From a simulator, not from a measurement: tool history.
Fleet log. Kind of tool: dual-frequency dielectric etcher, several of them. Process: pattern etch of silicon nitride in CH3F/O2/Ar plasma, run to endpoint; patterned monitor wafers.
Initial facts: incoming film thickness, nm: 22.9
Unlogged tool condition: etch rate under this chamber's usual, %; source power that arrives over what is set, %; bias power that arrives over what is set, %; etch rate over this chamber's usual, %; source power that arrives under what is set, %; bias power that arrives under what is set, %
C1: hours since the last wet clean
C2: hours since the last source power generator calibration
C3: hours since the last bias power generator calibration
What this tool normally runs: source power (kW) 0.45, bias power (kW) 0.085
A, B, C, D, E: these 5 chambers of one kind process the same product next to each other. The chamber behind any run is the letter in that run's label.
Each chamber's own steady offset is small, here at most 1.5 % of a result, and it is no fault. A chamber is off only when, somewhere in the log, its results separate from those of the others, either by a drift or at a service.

run 1C hour=13.1 | source_power_(kW)=0.45 bias_power_(kW)=0.085 | C1=238.1 C2=2082.1 C3=1224.4 | endpoint_time_(s)=30.163
-- hour=15.4 chamber B: wet clean of the chamber
run 2A hour=21.7 | source_power_(kW)=0.45 bias_power_(kW)=0.085 | C1=380.9 C2=1808.5 C3=3932.5 | endpoint_time_(s)=29.93
-- hour=26.9 chamber A: wet clean of the chamber
run 3E hour=36.1 | source_power_(kW)=0.45 bias_power_(kW)=0.085 | C1=463.8 C2=1050.6 C3=1163.5 | endpoint_time_(s)=29.891
run 4B hour=42.6 | source_power_(kW)=0.45 bias_power_(kW)=0.085 | C1=27.3 C2=2749.2 C3=1226.8 | endpoint_time_(s)=29.949
run 5D hour=49.9 | source_power_(kW)=0.45 bias_power_(kW)=0.085 | C1=391.5 C2=659.1 C3=2714.9 | endpoint_time_(s)=29.688
run 6A hour=57.4 | source_power_(kW)=0.45 bias_power_(kW)=0.085 | C1=30.6 C2=1844.2 C3=3968.2 | endpoint_time_(s)=29.672
-- hour=62.8 chamber E: wet clean of the chamber
run 7E hour=71.2 | source_power_(kW)=0.45 bias_power_(kW)=0.085 | C1=8.4 C2=1085.7 C3=1198.6 | endpoint_time_(s)=29.801
run 8C hour=83.9 | source_power_(kW)=0.45 bias_power_(kW)=0.085 | C1=308.9 C2=2152.9 C3=1295.2 | endpoint_time_(s)=30.085
run 9B hour=92.4 | source_power_(kW)=0.45 bias_power_(kW)=0.085 | C1=77.1 C2=2799 C3=1276.6 | endpoint_time_(s)=29.926
run 10D hour=102.5 | source_power_(kW)=0.45 bias_power_(kW)=0.085 | C1=444.1 C2=711.7 C3=2767.5 | endpoint_time_(s)=29.47
run 11A hour=109.8 | source_power_(kW)=0.45 bias_power_(kW)=0.085 | C1=83 C2=1896.6 C3=4020.6 | endpoint_time_(s)=29.766
run 12C hour=122.8 | source_power_(kW)=0.45 bias_power_(kW)=0.085 | C1=347.8 C2=2191.8 C3=1334.1 | endpoint_time_(s)=30.049
run 13B hour=136.7 | source_power_(kW)=0.45 bias_power_(kW)=0.085 | C1=121.4 C2=2843.3 C3=1320.9 | endpoint_time_(s)=29.793
run 14D hour=143.9 | source_power_(kW)=0.45 bias_power_(kW)=0.085 | C1=485.5 C2=753.1 C3=2808.9 | endpoint_time_(s)=29.692
run 15E hour=152.7 | source_power_(kW)=0.45 bias_power_(kW)=0.085 | C1=89.9 C2=1167.2 C3=1280.1 | endpoint_time_(s)=30.024
-- hour=153.2 chamber D: wet clean of the chamber
run 16D hour=165.5 | source_power_(kW)=0.54 bias_power_(kW)=0.103 | C1=12.4 C2=774.7 C3=2830.5 | endpoint_time_(s)=25.651
run 17E hour=172.5 | source_power_(kW)=0.54 bias_power_(kW)=0.103 | C1=109.7 C2=1187 C3=1299.9 | endpoint_time_(s)=26.356
run 18A hour=185.8 | source_power_(kW)=0.54 bias_power_(kW)=0.103 | C1=159 C2=1972.6 C3=4096.6 | endpoint_time_(s)=26.037
run 19B hour=192.8 | source_power_(kW)=0.54 bias_power_(kW)=0.103 | C1=177.5 C2=2899.4 C3=1377 | endpoint_time_(s)=26.103
run 20C hour=199.4 | source_power_(kW)=0.54 bias_power_(kW)=0.103 | C1=424.4 C2=2268.4 C3=1410.7 | endpoint_time_(s)=25.997
-- hour=199.8 chamber C: wet clean of the chamber
run 21A hour=211.2 | source_power_(kW)=0.45 bias_power_(kW)=0.085 | C1=184.4 C2=1998 C3=4122 | endpoint_time_(s)=29.656
run 22D hour=223.5 | source_power_(kW)=0.45 bias_power_(kW)=0.085 | C1=70.4 C2=832.7 C3=2888.5 | endpoint_time_(s)=29.731
run 23C hour=232.3 | source_power_(kW)=0.45 bias_power_(kW)=0.085 | C1=32.6 C2=2301.3 C3=1443.6 | endpoint_time_(s)=30.181
run 24B hour=246.9 | source_power_(kW)=0.49 bias_power_(kW)=0.093 | C1=231.6 C2=2953.5 C3=1431.1 | endpoint_time_(s)=27.792
run 25E hour=260 | source_power_(kW)=0.49 bias_power_(kW)=0.093 | C1=197.2 C2=1274.5 C3=1387.4 | endpoint_time_(s)=28.172
run 26E hour=268.2 | source_power_(kW)=0.49 bias_power_(kW)=0.093 | C1=205.4 C2=1282.7 C3=1395.6 | endpoint_time_(s)=27.784
run 27B hour=274.6 | source_power_(kW)=0.49 bias_power_(kW)=0.093 | C1=259.3 C2=2981.2 C3=1458.8 | endpoint_time_(s)=28.08
run 28D hour=289 | source_power_(kW)=0.49 bias_power_(kW)=0.093 | C1=135.9 C2=898.2 C3=2954 | endpoint_time_(s)=27.939
run 29A hour=302 | source_power_(kW)=0.53 bias_power_(kW)=0.066 | C1=275.2 C2=2088.8 C3=4212.8 | endpoint_time_(s)=30.595
run 30C hour=316.3 | source_power_(kW)=0.53 bias_power_(kW)=0.066 | C1=116.6 C2=2385.3 C3=1527.6 | endpoint_time_(s)=30.801
run 31D hour=323.5 | source_power_(kW)=0.53 bias_power_(kW)=0.066 | C1=170.4 C2=932.7 C3=2988.5 | endpoint_time_(s)=30.421

Next, every chamber runs the same settings. What will each give?
run 32A hour=334 | source_power_(kW)=0.38 bias_power_(kW)=0.085 | endpoint_time_(s)=?
run 32B hour=334 | source_power_(kW)=0.38 bias_power_(kW)=0.085 | endpoint_time_(s)=?
run 32C hour=334 | source_power_(kW)=0.38 bias_power_(kW)=0.085 | endpoint_time_(s)=?
run 32D hour=334 | source_power_(kW)=0.38 bias_power_(kW)=0.085 | endpoint_time_(s)=?
run 32E hour=334 | source_power_(kW)=0.38 bias_power_(kW)=0.085 | endpoint_time_(s)=?

run=32A endpoint_time_(s)=31.65
run=32B endpoint_time_(s)=31.684
run=32C endpoint_time_(s)=31.958
run=32D endpoint_time_(s)=31.33
run=32E endpoint_time_(s)=32.062
